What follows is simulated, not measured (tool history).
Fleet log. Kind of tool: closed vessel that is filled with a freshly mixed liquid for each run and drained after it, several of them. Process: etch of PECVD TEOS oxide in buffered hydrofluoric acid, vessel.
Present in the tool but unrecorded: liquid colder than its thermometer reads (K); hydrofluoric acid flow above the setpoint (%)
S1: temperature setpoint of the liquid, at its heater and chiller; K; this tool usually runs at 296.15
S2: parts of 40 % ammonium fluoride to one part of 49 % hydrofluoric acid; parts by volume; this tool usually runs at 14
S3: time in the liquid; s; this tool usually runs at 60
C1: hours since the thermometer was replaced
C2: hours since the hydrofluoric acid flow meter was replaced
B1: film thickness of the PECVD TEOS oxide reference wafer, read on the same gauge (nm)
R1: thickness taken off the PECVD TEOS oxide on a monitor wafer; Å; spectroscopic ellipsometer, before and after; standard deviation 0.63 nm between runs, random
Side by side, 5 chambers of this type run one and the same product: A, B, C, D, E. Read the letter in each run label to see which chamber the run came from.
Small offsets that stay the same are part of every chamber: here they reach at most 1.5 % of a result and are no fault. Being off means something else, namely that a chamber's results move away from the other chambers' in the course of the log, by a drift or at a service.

run,day,S1,S2,S3,C1,C2,B1,R1
1A,0.267,296.15,14,60,907,100.8,60.013,729
2B,0.542,296.15,14,60,114.6,1189.9,59.994,720.08
3D,0.812,296.15,14,60,1421.4,441.2,60,731.78
4E,1.029,296.15,14,60,460.9,529,59.984,718.62
5C,1.338,296.15,14,60,193.8,429.1,60.011,728.63
6D,1.571,296.15,14,60,1439.6,459.4,60.005,735.66
7E,1.912,296.15,14,60,482.1,550.2,60.016,718.42
8C,2.142,296.15,14,60,213.1,448.4,60.003,736.05
9A,2.5,296.15,14,60,960.6,154.4,59.988,731.7
10B,2.704,296.15,14,60,166.5,1241.8,60.007,719.9
11E,2.954,296.15,14,85,507.1,575.2,59.983,1037.6
12B,3.333,296.15,14,85,181.6,1256.9,60.014,1020.3
13C,3.6,296.15,14,85,248.1,483.4,60.026,1043.7
14A,3.854,296.15,14,85,993.1,186.9,59.987,1033.3
15D,4.054,296.15,14,85,1499.2,519,60.006,1056.7
16D,4.233,292.65,11.5,60,1503.5,523.3,59.984,742.43
17C,4.604,292.65,11.5,60,272.2,507.5,60.02,740.22
18B,4.946,292.65,11.5,60,220.3,1295.6,60.028,727.59
19E,5.317,292.65,11.5,60,563.8,631.9,59.995,720.58
20A,5.683,292.65,11.5,60,1037,230.8,60.001,716.7
21D,5.95,296.15,16.5,60,1544.7,564.5,59.986,653.96
22A,6.204,296.15,16.5,60,1049.5,243.3,59.982,627.4
23B,6.454,296.15,16.5,60,256.5,1331.8,60.007,623.49
24E,6.721,296.15,16.5,60,597.5,665.6,59.98,618.43
25C,7.062,296.15,16.5,60,331.2,566.5,60.008,632.52
26D,7.308,296.15,14,60,1577.3,597.1,59.987,774.66
27E,7.658,296.15,14,60,620,688.1,60.011,726.62
28B,7.85,296.15,14,60,290,1365.3,60.009,726.95
29A,8.092,296.15,14,60,1094.8,288.6,60.015,714.04
30C,8.417,296.15,14,60,363.7,599,60.006,735.63
31D,8.688,296.15,14,60,1610.4,630.2,60.01,786.1
32C,8.967,296.15,14,60,376.9,612.2,59.994,741.94
33E,9.158,296.15,14,60,656,724.1,60.001,724.93
34B,9.496,296.15,14,60,329.5,1404.8,59.992,723.21
35A,9.9,296.15,14,60,1138.2,332,59.988,723.99
36E,10.262,296.15,14,60,682.5,750.6,59.968,726.98
37A,10.638,296.15,14,60,1155.9,349.7,59.996,735.22

Is one chamber off against the others, does the gauge drift, or is nothing wrong? If a chamber is off, say which, and what the likeliest cause is.

One chamber, D, drifts off from the rest bit by bit.
What lies behind it: hydrofluoric acid flow above the setpoint (%) = 11.1.
It could be hard to tell apart here from: liquid hotter than its thermometer reads (K).

Which of the 4 candidates below, each the usual settings with something changed and its results left as question marks, puts chamber D back in line with what the other chambers give on the usual settings?
In line means no further than this from the other chambers' mean on the usual settings: R1 22 Å
38D-1,10.933,296.15,12.5,60,,,,?
38D-2,10.933,299.15,14,60,,,,?
38D-3,10.933,295.15,15.5,60,,,,?
38D-4,10.933,294.15,14,60,,,,?

Mean of the other chambers on the usual settings: R1 728.28 Å
run,R1
38D-1,900.58
38D-2,951.98
38D-3,691.97
38D-4,722.01
38D-4 brings the chamber back in line.
